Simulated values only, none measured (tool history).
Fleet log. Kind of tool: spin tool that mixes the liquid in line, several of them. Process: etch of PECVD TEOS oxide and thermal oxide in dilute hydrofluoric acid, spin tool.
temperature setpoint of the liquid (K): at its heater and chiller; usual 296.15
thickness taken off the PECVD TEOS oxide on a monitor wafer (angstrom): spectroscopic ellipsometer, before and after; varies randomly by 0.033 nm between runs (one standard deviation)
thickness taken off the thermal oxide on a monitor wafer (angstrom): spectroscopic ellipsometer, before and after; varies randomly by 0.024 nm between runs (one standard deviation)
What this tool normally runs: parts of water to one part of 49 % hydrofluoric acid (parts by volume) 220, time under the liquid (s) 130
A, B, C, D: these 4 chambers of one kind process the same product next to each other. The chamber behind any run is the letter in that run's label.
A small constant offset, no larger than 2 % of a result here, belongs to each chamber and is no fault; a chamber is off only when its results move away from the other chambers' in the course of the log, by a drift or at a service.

run   hour  temperature setpoint of the liquid (K)  parts of water to one part of 49 % hydrofluoric acid (parts by volume)  time under the liquid (s)  read-back film thickness of the PECVD TEOS oxide reference wafer, read on the same gauge (nm)  read-back film thickness of the thermal oxide reference wafer, read on the same gauge (nm)  thickness taken off the PECVD TEOS oxide on a monitor wafer (angstrom)  thickness taken off the thermal oxide on a monitor wafer (angstrom)
 1C    5.2                                  296.15                                                                     220                        130                                                                                         90.037                                                                                      60.011                                                                  42.371                                                               22.977
 2A   11.8                                  296.15                                                                     220                        130                                                                                         90.010                                                                                      59.976                                                                  41.896                                                               22.722
 3D   17.6                                  296.15                                                                     220                        130                                                                                         89.993                                                                                      59.999                                                                  42.414                                                               22.942
 4B   23.0                                  296.15                                                                     220                        130                                                                                         90.050                                                                                      60.001                                                                  42.170                                                               22.708
 5A   32.0                                  296.15                                                                     220                        130                                                                                         90.031                                                                                      60.006                                                                  41.766                                                               23.086
 6C   38.3                                  296.15                                                                     220                        130                                                                                         90.021                                                                                      59.992                                                                  42.130                                                               22.857
 7B   49.4                                  296.15                                                                     220                        130                                                                                         90.008                                                                                      59.995                                                                  42.298                                                               22.287
 8D   56.2                                  296.15                                                                     220                        130                                                                                         89.999                                                                                      60.007                                                                  42.145                                                               22.404
 9C   66.2                                  296.15                                                                     220                        130                                                                                         90.031                                                                                      60.003                                                                  42.551                                                               23.031
10A   75.2                                  296.15                                                                     280                        155                                                                                         90.012                                                                                      60.009                                                                  37.172                                                               20.790
11D   81.8                                  296.15                                                                     280                        155                                                                                         90.003                                                                                      60.036                                                                  36.854                                                               19.992
12B   92.1                                  296.15                                                                     280                        155                                                                                         90.026                                                                                      59.990                                                                  37.190                                                               19.670
13C   98.5                                  296.15                                                                     280                        155                                                                                         90.023                                                                                      59.991                                                                  36.985                                                               20.281
14A  104.4                                  296.15                                                                     220                        130                                                                                         90.020                                                                                      60.004                                                                  42.487                                                               23.124
15B  112.0                                  296.15                                                                     220                        130                                                                                         90.007                                                                                      60.006                                                                  42.279                                                               22.669
16D  120.6                                  296.15                                                                     220                        130                                                                                         89.999                                                                                      59.994                                                                  42.648                                                               23.011
17C  130.3                                  296.15                                                                     220                        130                                                                                         89.995                                                                                      59.989                                                                  42.122                                                               22.808
18B  139.1                                  296.15                                                                     220                        130                                                                                         90.018                                                                                      59.999                                                                  41.960                                                               22.177
19D  145.9                                  296.15                                                                     220                        130                                                                                         89.992                                                                                      60.011                                                                  41.598                                                               22.440
20A  152.7                                  296.15                                                                     220                        130                                                                                         89.982                                                                                      59.974                                                                  42.003                                                               23.406
     158.5  -- chamber D: thermometer replaced
21A  163.2                                  296.15                                                                     220                        130                                                                                         89.981                                                                                      60.012                                                                  42.266                                                               22.671
     164.0  -- chamber C: hydrofluoric acid flow meter replaced
22D  170.8                                  296.15                                                                     220                        130                                                                                         89.984                                                                                      60.002                                                                  42.024                                                               23.354
23B  182.8                                  296.15                                                                     220                        130                                                                                         90.063                                                                                      60.006                                                                  42.907                                                               22.609
24C  194.2                                  296.15                                                                     220                        130                                                                                         89.983                                                                                      59.979                                                                  42.248                                                               22.818

For the next run the whole fleet of 4 chambers uses the same settings. Give each chamber's results:
25A  202.8                                  296.15                                                                     220                        130                                                                                                                                                                                                                                                                  ?                                                                    ?
25B  202.8                                  296.15                                                                     220                        130                                                                                                                                                                                                                                                                  ?                                                                    ?
25C  202.8                                  296.15                                                                     220                        130                                                                                                                                                                                                                                                                  ?                                                                    ?
25D  202.8                                  296.15                                                                     220                        130                                                                                                                                                                                                                                                                  ?                                                                    ?

run  thickness taken off the PECVD TEOS oxide on a monitor wafer (angstrom)  thickness taken off the thermal oxide on a monitor wafer (angstrom)
25A                                                                  41.888                                                               23.211
25B                                                                  42.134                                                               22.863
25C                                                                  42.793                                                               22.575
25D                                                                  42.326                                                               22.766

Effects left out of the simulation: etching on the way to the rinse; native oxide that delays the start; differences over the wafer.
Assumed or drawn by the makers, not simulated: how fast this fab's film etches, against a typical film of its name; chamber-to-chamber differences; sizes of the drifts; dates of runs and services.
